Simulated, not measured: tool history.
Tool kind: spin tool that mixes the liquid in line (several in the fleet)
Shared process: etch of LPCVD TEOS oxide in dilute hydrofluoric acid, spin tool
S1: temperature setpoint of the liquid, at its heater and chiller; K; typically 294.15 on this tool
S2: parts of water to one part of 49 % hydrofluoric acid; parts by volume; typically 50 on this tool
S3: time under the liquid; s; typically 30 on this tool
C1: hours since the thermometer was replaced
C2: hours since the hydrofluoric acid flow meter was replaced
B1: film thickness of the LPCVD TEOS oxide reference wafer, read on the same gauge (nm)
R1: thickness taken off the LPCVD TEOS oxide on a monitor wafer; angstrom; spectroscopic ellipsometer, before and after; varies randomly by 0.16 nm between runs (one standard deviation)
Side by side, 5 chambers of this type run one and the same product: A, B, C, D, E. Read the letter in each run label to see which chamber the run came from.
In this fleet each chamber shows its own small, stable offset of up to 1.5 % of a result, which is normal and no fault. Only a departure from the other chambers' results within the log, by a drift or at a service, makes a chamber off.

run,hour,S1,S2,S3,C1,C2,B1,R1
1A,4.8,294.15,50,30,429.2,484.9,30.005,312
2C,10.1,294.15,50,30,471.4,1567.1,30.011,315.42
3E,16.3,294.15,50,30,500.7,393.1,30.023,320.34
4D,22,294.15,50,30,1588.2,131.9,29.999,312.72
5B,28.2,294.15,50,30,795.7,400.6,30,319.45
6D,32.6,294.15,50,30,1598.8,142.5,29.999,313.91
7E,35.7,298.15,25,30,520.1,412.5,30.008,776.79
8B,40.2,298.15,25,30,807.7,412.6,30.029,761.82
9A,46.7,298.15,25,30,471.1,526.8,29.99,778.61
10C,50.2,298.15,25,30,511.5,1607.2,29.986,776.25
11B,54,298.15,25,30,821.5,426.4,29.997,763.01
12C,57.7,294.15,50,30,519,1614.7,30.027,316.37
13D,63.9,294.15,50,30,1630.1,173.8,29.99,314.13
14E,70.4,294.15,50,30,554.8,447.2,30.007,320.22
15A,73.5,294.15,50,30,497.9,553.6,29.989,312.23
16E,79.8,298.15,70,30,564.2,456.6,29.986,261.44
17C,86.6,298.15,70,30,547.9,1643.6,29.978,255.21
18A,91.1,298.15,70,30,515.5,571.2,30.016,257.07
19B,96.2,298.15,70,30,863.7,468.6,30.019,261.65
20D,100.4,298.15,70,30,1666.6,210.3,29.988,257.07
21A,105,294.15,50,30,529.4,585.1,30.002,309.39
22C,109.3,294.15,50,30,570.6,1666.3,30.005,312.85
23D,112.7,294.15,50,30,1678.9,222.6,30.023,313.25
24E,116.9,294.15,50,30,601.3,493.7,29.993,321.35
25B,120.3,294.15,50,30,887.8,492.7,29.994,316.05
26A,123.3,294.15,50,30,547.7,603.4,30.009,305.72
27B,129.9,294.15,50,30,897.4,502.3,30.015,315.2
28D,133.4,294.15,50,30,1699.6,243.3,30.013,317.39
29C,138.5,294.15,50,30,599.8,1695.5,30,314.9
30E,143,298.15,50,40,627.4,519.8,29.993,501.58
31B,147.1,298.15,50,40,914.6,519.5,29.966,500.07
32A,151,298.15,50,40,575.4,631.1,30.032,486.7
33E,155.6,298.15,50,40,640,532.4,30.001,503.3
34D,159.1,298.15,50,40,1725.3,269,29.99,494.88
35C,162.7,294.15,50,30,624,1719.7,29.983,312.16
36A,165.7,294.15,50,30,590.1,645.8,29.994,305.37
37B,169.7,294.15,50,30,937.2,542.1,30.014,317.25
38C,175.7,294.15,50,30,637,1732.7,30.017,314.98
39D,181.1,294.15,45,15,1747.3,291,30.007,175.4
40E,186.7,294.15,45,15,671.1,563.5,30.009,178.9

One chamber off, gauge drift, or nothing amiss beyond the chambers' own small offsets? If it is a chamber, which one, and what is the likeliest cause?

It is chamber A that slowly wanders off from its peers.
Likeliest cause: liquid colder than its thermometer reads (K) = 0.808.
The log may not separate it from: hydrofluoric acid flow below the setpoint (%).

Here are 4 candidates for chamber A's next run, each the usual settings with a change, their results left as question marks. Which one brings its results back in line with what the others give on the usual settings?
Maximum distance from the other chambers' mean on the usual settings for a result to count as in line: R1 5.5 angstrom
41A-1,191.6,292.65,50,30,,,,?
41A-2,191.6,295.65,50,30,,,,?
41A-3,191.6,293.15,50,30,,,,?
41A-4,191.6,295.15,50,30,,,,?

Mean of the other chambers on the usual settings: R1 316.31 angstrom
run,R1
41A-1,285.53
41A-2,324.82
41A-3,291.83
41A-4,318.07
With 41A-4, the chamber falls back in line with the rest.
